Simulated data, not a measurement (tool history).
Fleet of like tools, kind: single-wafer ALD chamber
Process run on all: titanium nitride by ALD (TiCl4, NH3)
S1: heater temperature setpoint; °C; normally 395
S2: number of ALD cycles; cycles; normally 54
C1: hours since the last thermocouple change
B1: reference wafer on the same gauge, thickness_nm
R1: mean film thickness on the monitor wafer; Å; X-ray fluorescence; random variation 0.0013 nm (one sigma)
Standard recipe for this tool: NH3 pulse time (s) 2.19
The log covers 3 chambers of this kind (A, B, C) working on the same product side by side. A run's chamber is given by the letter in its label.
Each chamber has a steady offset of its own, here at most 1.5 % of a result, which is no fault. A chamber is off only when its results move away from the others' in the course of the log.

{"run": "1B", "hour": 4.9, "S1": 395, "S2": 54, "NH3 pulse time (s)": 2.19, "C1": 192.1, "B1": 0.99026, "R1": 11.741}
{"run": "2A", "hour": 8.7, "S1": 395, "S2": 54, "NH3 pulse time (s)": 2.19, "C1": 1440.3, "B1": 0.99051, "R1": 12.029}
{"run": "3C", "hour": 16.3, "S1": 395, "S2": 54, "NH3 pulse time (s)": 2.19, "C1": 293.3, "B1": 0.99067, "R1": 11.773}
{"run": "4C", "hour": 20.3, "S1": 395, "S2": 54, "NH3 pulse time (s)": 2.19, "C1": 297.3, "B1": 0.9905, "R1": 11.788}
{"run": "5A", "hour": 27.0, "S1": 395, "S2": 54, "NH3 pulse time (s)": 2.19, "C1": 1458.6, "B1": 0.99034, "R1": 12.018}
{"run": "6B", "hour": 32.1, "S1": 395, "S2": 54, "NH3 pulse time (s)": 2.19, "C1": 219.3, "B1": 0.99064, "R1": 11.777}
{"run": "7B", "hour": 37.9, "S1": 395, "S2": 54, "NH3 pulse time (s)": 2.19, "C1": 225.1, "B1": 0.99092, "R1": 11.767}
{"run": "8A", "hour": 44.6, "S1": 395, "S2": 54, "NH3 pulse time (s)": 2.19, "C1": 1476.2, "B1": 0.9911, "R1": 12.062}
{"run": "9C", "hour": 48.8, "S1": 395, "S2": 54, "NH3 pulse time (s)": 2.19, "C1": 325.8, "B1": 0.99116, "R1": 11.785}
{"run": "10A", "hour": 56.2, "S1": 395, "S2": 54, "NH3 pulse time (s)": 2.19, "C1": 1487.8, "B1": 0.99137, "R1": 12.036}
{"run": "11C", "hour": 61.6, "S1": 395, "S2": 54, "NH3 pulse time (s)": 2.19, "C1": 338.6, "B1": 0.99131, "R1": 11.79}
{"run": "12B", "hour": 67.6, "S1": 395, "S2": 54, "NH3 pulse time (s)": 2.19, "C1": 254.8, "B1": 0.9916, "R1": 11.778}
{"run": "13C", "hour": 75.2, "S1": 395, "S2": 54, "NH3 pulse time (s)": 2.19, "C1": 352.2, "B1": 0.99178, "R1": 11.783}
{"run": "14A", "hour": 81.8, "S1": 395, "S2": 54, "NH3 pulse time (s)": 2.19, "C1": 1513.4, "B1": 0.99222, "R1": 12.03}
{"run": "15B", "hour": 85.5, "S1": 395, "S2": 54, "NH3 pulse time (s)": 2.19, "C1": 272.7, "B1": 0.9917, "R1": 11.777}
{"run": "16C", "hour": 92.2, "S1": 406, "S2": 54, "NH3 pulse time (s)": 2.19, "C1": 369.2, "B1": 0.99177, "R1": 11.855}
{"run": "17A", "hour": 98.8, "S1": 406, "S2": 54, "NH3 pulse time (s)": 2.19, "C1": 1530.4, "B1": 0.99234, "R1": 12.129}
{"run": "18B", "hour": 105.1, "S1": 406, "S2": 54, "NH3 pulse time (s)": 2.19, "C1": 292.3, "B1": 0.99263, "R1": 11.857}
{"run": "19A", "hour": 110.1, "S1": 395, "S2": 54, "NH3 pulse time (s)": 2.19, "C1": 1541.7, "B1": 0.99233, "R1": 12.066}
{"run": "20C", "hour": 117.1, "S1": 395, "S2": 54, "NH3 pulse time (s)": 2.19, "C1": 394.1, "B1": 0.99272, "R1": 11.82}
{"run": "21B", "hour": 121.1, "S1": 395, "S2": 54, "NH3 pulse time (s)": 2.19, "C1": 308.3, "B1": 0.99252, "R1": 11.811}
{"run": "22A", "hour": 126.6, "S1": 395, "S2": 54, "NH3 pulse time (s)": 2.19, "C1": 1558.2, "B1": 0.99302, "R1": 12.06}
{"run": "23B", "hour": 131.5, "S1": 395, "S2": 54, "NH3 pulse time (s)": 2.19, "C1": 318.7, "B1": 0.99259, "R1": 11.809}
{"run": "24C", "hour": 138.6, "S1": 390, "S2": 54, "NH3 pulse time (s)": 2.57, "C1": 415.6, "B1": 0.99334, "R1": 11.844}
{"run": "25B", "hour": 143.5, "S1": 390, "S2": 54, "NH3 pulse time (s)": 2.57, "C1": 330.7, "B1": 0.99334, "R1": 11.842}
{"run": "26C", "hour": 151.6, "S1": 390, "S2": 54, "NH3 pulse time (s)": 2.57, "C1": 428.6, "B1": 0.99318, "R1": 11.854}
{"run": "27A", "hour": 158.6, "S1": 395, "S2": 54, "NH3 pulse time (s)": 2.19, "C1": 1590.2, "B1": 0.9937, "R1": 12.102}
{"run": "28C", "hour": 163.3, "S1": 395, "S2": 54, "NH3 pulse time (s)": 2.19, "C1": 440.3, "B1": 0.99395, "R1": 11.812}
{"run": "29A", "hour": 171.1, "S1": 395, "S2": 54, "NH3 pulse time (s)": 2.19, "C1": 1602.7, "B1": 0.99379, "R1": 12.037}
{"run": "30B", "hour": 178.5, "S1": 395, "S2": 54, "NH3 pulse time (s)": 2.19, "C1": 365.7, "B1": 0.9942, "R1": 11.82}
{"run": "31C", "hour": 182.7, "S1": 380, "S2": 61, "NH3 pulse time (s)": 2.19, "C1": 459.7, "B1": 0.99434, "R1": 13.152}
{"run": "32A", "hour": 189.8, "S1": 380, "S2": 61, "NH3 pulse time (s)": 2.19, "C1": 1621.4, "B1": 0.99442, "R1": 13.467}
{"run": "33B", "hour": 193.7, "S1": 380, "S2": 61, "NH3 pulse time (s)": 2.19, "C1": 380.9, "B1": 0.99447, "R1": 13.161}

Next, every chamber runs the same settings. What will each give?
{"run": "34A", "hour": 199.6, "S1": 395, "S2": 54, "NH3 pulse time (s)": 2.19, "R1": "?"}
{"run": "34B", "hour": 199.6, "S1": 395, "S2": 54, "NH3 pulse time (s)": 2.19, "R1": "?"}
{"run": "34C", "hour": 199.6, "S1": 395, "S2": 54, "NH3 pulse time (s)": 2.19, "R1": "?"}

run=34A R1=12.074
run=34B R1=11.833
run=34C R1=11.811
